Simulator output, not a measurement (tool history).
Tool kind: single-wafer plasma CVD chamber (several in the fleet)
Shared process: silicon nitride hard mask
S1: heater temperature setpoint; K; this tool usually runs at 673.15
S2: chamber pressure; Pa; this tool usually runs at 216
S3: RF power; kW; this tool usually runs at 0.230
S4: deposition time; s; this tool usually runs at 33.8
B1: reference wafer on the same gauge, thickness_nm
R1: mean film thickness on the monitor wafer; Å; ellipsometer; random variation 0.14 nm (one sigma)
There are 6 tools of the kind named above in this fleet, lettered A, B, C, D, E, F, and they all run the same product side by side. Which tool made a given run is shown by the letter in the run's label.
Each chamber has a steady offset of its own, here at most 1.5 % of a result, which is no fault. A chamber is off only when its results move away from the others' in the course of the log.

run,day,S1,S2,S3,S4,B1,R1
1B,0.292,673.15,216,0.230,33.8,27.593,322.37
2A,0.638,673.15,216,0.230,33.8,27.603,329.54
3C,0.971,673.15,216,0.230,33.8,27.616,324.17
4D,1.292,673.15,216,0.230,33.8,27.606,323.81
5F,1.771,663.15,216,0.230,27.4,27.597,263.81
6E,2.208,663.15,216,0.230,27.4,27.610,268.22
# day 2.571: chamber B: thermocouple changed; heater temperature recalibrated
7D,2.671,663.15,216,0.230,27.4,27.576,261.74
8A,3.138,663.15,216,0.230,27.4,27.593,265.90
9F,3.708,663.15,216,0.230,27.4,27.600,261.62
10B,4.279,663.15,216,0.230,27.4,27.589,263.37
11C,4.800,673.15,216,0.230,33.8,27.612,323.06
12E,5.354,673.15,216,0.230,33.8,27.597,327.77
13C,5.738,673.15,216,0.230,33.8,27.621,322.91
14A,6.071,673.15,259,0.230,33.8,27.580,344.49
15D,6.579,673.15,259,0.230,33.8,27.581,343.15
16F,6.871,673.15,259,0.230,33.8,27.596,342.78
17B,7.329,673.15,259,0.230,33.8,27.598,339.27
18E,7.704,673.15,259,0.230,33.8,27.618,345.46
19D,8.262,673.15,259,0.230,33.8,27.599,340.99
20E,8.788,673.15,216,0.230,33.8,27.581,329.06
21A,9.333,673.15,216,0.230,33.8,27.608,328.06
22B,9.850,673.15,216,0.230,33.8,27.610,323.06
23F,10.354,673.15,216,0.230,33.8,27.605,319.34
24C,10.646,673.15,249,0.255,33.8,27.575,362.87
25F,11.071,673.15,249,0.255,33.8,27.617,358.84
26B,11.483,673.15,249,0.255,33.8,27.602,362.01
27E,11.950,673.15,249,0.255,33.8,27.589,366.51
28D,12.467,673.15,249,0.255,33.8,27.606,367.48
29C,12.908,673.15,249,0.255,33.8,27.590,362.36
30A,13.217,673.15,216,0.230,33.8,27.592,327.36
31A,13.642,673.15,216,0.230,33.8,27.601,327.47
32E,13.975,673.15,216,0.230,33.8,27.632,326.60
# day 14.229: chamber B: capacitance manometer re-zeroed and calibrated
33F,14.421,673.15,216,0.230,33.8,27.599,314.92
# day 14.692: chamber F: thermocouple changed; heater temperature recalibrated
34B,14.933,673.15,216,0.230,33.8,27.606,322.55
35C,15.200,673.15,216,0.230,33.8,27.584,324.22
36D,15.492,673.15,216,0.230,33.8,27.642,325.77
37D,16.050,673.15,216,0.230,33.8,27.601,322.25
# day 16.554: chamber E: thermocouple changed; heater temperature recalibrated
38C,16.579,685.15,216,0.230,36.7,27.599,349.68
39F,16.967,685.15,216,0.230,36.7,27.608,338.12
40B,17.504,685.15,216,0.230,36.7,27.587,350.57
41A,17.762,685.15,216,0.230,36.7,27.584,354.90
42E,18.321,685.15,216,0.230,36.7,27.571,354.04

Which is it: a chamber that has drifted or been left off by a service, a gauge drift common to all chambers, or only each chamber's usual small offset? If a chamber is off, name it and its likeliest cause.

Little by little, chamber F moves away from the other chambers.
What lies behind it: delivered RF power below the setpoint (%) = 5.92.

Here are 4 candidates for chamber F's next run, each the usual settings with a change, their results left as question marks. Which one brings its results back in line with what the others give on the usual settings?
A result is in line if it is within this distance of the other chambers' mean on the usual settings: R1 4.70 Å
43F-1,18.733,673.15,216,0.225,33.3,,?
43F-2,18.733,673.15,213,0.225,32.7,,?
43F-3,18.733,673.15,220,0.235,33.8,,?
43F-4,18.733,673.15,219,0.235,34.9,,?

Other chambers, usual settings, mean: R1 325.50 Å
run,R1
43F-1,300.45
43F-2,293.97
43F-3,316.44
43F-4,326.13
The right change is 43F-4: it brings the chamber back within the allowed miss of the others.

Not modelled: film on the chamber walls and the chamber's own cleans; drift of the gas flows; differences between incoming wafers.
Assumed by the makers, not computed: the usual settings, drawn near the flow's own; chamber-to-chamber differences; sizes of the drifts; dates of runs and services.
